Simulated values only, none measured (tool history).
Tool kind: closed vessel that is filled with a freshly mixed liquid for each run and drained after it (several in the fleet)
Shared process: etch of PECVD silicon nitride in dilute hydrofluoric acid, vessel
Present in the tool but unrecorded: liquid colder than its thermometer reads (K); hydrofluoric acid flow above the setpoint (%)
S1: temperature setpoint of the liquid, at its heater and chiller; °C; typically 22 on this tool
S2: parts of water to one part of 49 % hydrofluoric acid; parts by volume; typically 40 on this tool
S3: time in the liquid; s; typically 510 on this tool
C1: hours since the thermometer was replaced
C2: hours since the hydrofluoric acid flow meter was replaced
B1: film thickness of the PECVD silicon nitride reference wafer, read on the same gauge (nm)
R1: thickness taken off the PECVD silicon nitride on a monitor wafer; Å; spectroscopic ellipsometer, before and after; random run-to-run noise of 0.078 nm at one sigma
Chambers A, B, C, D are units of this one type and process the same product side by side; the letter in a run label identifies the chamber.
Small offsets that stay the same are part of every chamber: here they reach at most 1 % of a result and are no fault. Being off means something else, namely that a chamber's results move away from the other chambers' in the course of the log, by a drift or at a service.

run 1C hour=9.6 | S1=22 S2=40 S3=510 | C1=26.8 C2=176.4 | B1=30.003 | R1=188.15
run 2D hour=18.1 | S1=22 S2=40 S3=510 | C1=1736.8 C2=263.5 | B1=30.004 | R1=187.97
run 3B hour=25.9 | S1=22 S2=40 S3=510 | C1=903.4 C2=63.4 | B1=30.021 | R1=188.76
run 4A hour=37.5 | S1=22 S2=40 S3=510 | C1=799.4 C2=1067.5 | B1=29.996 | R1=188.36
run 5D hour=44.6 | S1=22 S2=40 S3=510 | C1=1763.3 C2=290.0 | B1=29.986 | R1=188.24
run 6C hour=55.8 | S1=22 S2=40 S3=510 | C1=73.0 C2=222.6 | B1=30.011 | R1=188.39
run 7B hour=69.3 | S1=22 S2=40 S3=510 | C1=946.8 C2=106.8 | B1=30.007 | R1=188.39
run 8A hour=80.7 | S1=22 S2=40 S3=510 | C1=842.6 C2=1110.7 | B1=30.000 | R1=187.94
run 9B hour=87.2 | S1=22 S2=40 S3=510 | C1=964.7 C2=124.7 | B1=29.996 | R1=187.77
run 10C hour=98.2 | S1=22 S2=40 S3=510 | C1=115.4 C2=265.0 | B1=29.988 | R1=187.99
run 11D hour=107.3 | S1=22 S2=40 S3=510 | C1=1826.0 C2=352.7 | B1=30.020 | R1=187.93
run 12A hour=118.6 | S1=22 S2=40 S3=510 | C1=880.5 C2=1148.6 | B1=29.992 | R1=186.86
run 13B hour=131.3 | S1=22 S2=40 S3=510 | C1=1008.8 C2=168.8 | B1=29.995 | R1=187.34
run 14D hour=142.0 | S1=22 S2=40 S3=510 | C1=1860.7 C2=387.4 | B1=29.990 | R1=186.26
run 15A hour=149.0 | S1=22 S2=40 S3=510 | C1=910.9 C2=1179.0 | B1=30.002 | R1=188.99
run 16C hour=155.2 | S1=22 S2=25 S3=510 | C1=172.4 C2=322.0 | B1=30.002 | R1=296.59
run 17A hour=166.9 | S1=22 S2=25 S3=510 | C1=928.8 C2=1196.9 | B1=29.982 | R1=298.69
run 18B hour=179.3 | S1=22 S2=25 S3=510 | C1=1056.8 C2=216.8 | B1=29.997 | R1=295.46
run 19D hour=190.4 | S1=22 S2=25 S3=510 | C1=1909.1 C2=435.8 | B1=30.008 | R1=291.04
run 20C hour=199.3 | S1=22 S2=40 S3=510 | C1=216.5 C2=366.1 | B1=29.998 | R1=186.69
run 21D hour=210.0 | S1=22 S2=40 S3=510 | C1=1928.7 C2=455.4 | B1=29.984 | R1=182.20
run 22C hour=218.7 | S1=22 S2=40 S3=510 | C1=235.9 C2=385.5 | B1=30.003 | R1=188.88
run 23B hour=231.0 | S1=22 S2=40 S3=510 | C1=1108.5 C2=268.5 | B1=30.010 | R1=188.22
run 24A hour=242.2 | S1=22 S2=40 S3=510 | C1=1004.1 C2=1272.2 | B1=29.993 | R1=187.81
run 25B hour=250.7 | S1=22 S2=40 S3=510 | C1=1128.2 C2=288.2 | B1=29.995 | R1=188.79
run 26C hour=257.4 | S1=22 S2=40 S3=510 | C1=274.6 C2=424.2 | B1=30.006 | R1=188.57
run 27A hour=265.3 | S1=22 S2=40 S3=510 | C1=1027.2 C2=1295.3 | B1=30.003 | R1=188.14
run 28D hour=275.1 | S1=22 S2=40 S3=510 | C1=1993.8 C2=520.5 | B1=30.024 | R1=178.65

For the next run the whole fleet of 4 chambers uses the same settings. Give each chamber's results:
run 29A hour=284.9 | S1=22 S2=35 S3=510 | R1=?
run 29B hour=284.9 | S1=22 S2=35 S3=510 | R1=?
run 29C hour=284.9 | S1=22 S2=35 S3=510 | R1=?
run 29D hour=284.9 | S1=22 S2=35 S3=510 | R1=?

run=29A R1=212.93
run=29B R1=212.66
run=29C R1=214.98
run=29D R1=205.40

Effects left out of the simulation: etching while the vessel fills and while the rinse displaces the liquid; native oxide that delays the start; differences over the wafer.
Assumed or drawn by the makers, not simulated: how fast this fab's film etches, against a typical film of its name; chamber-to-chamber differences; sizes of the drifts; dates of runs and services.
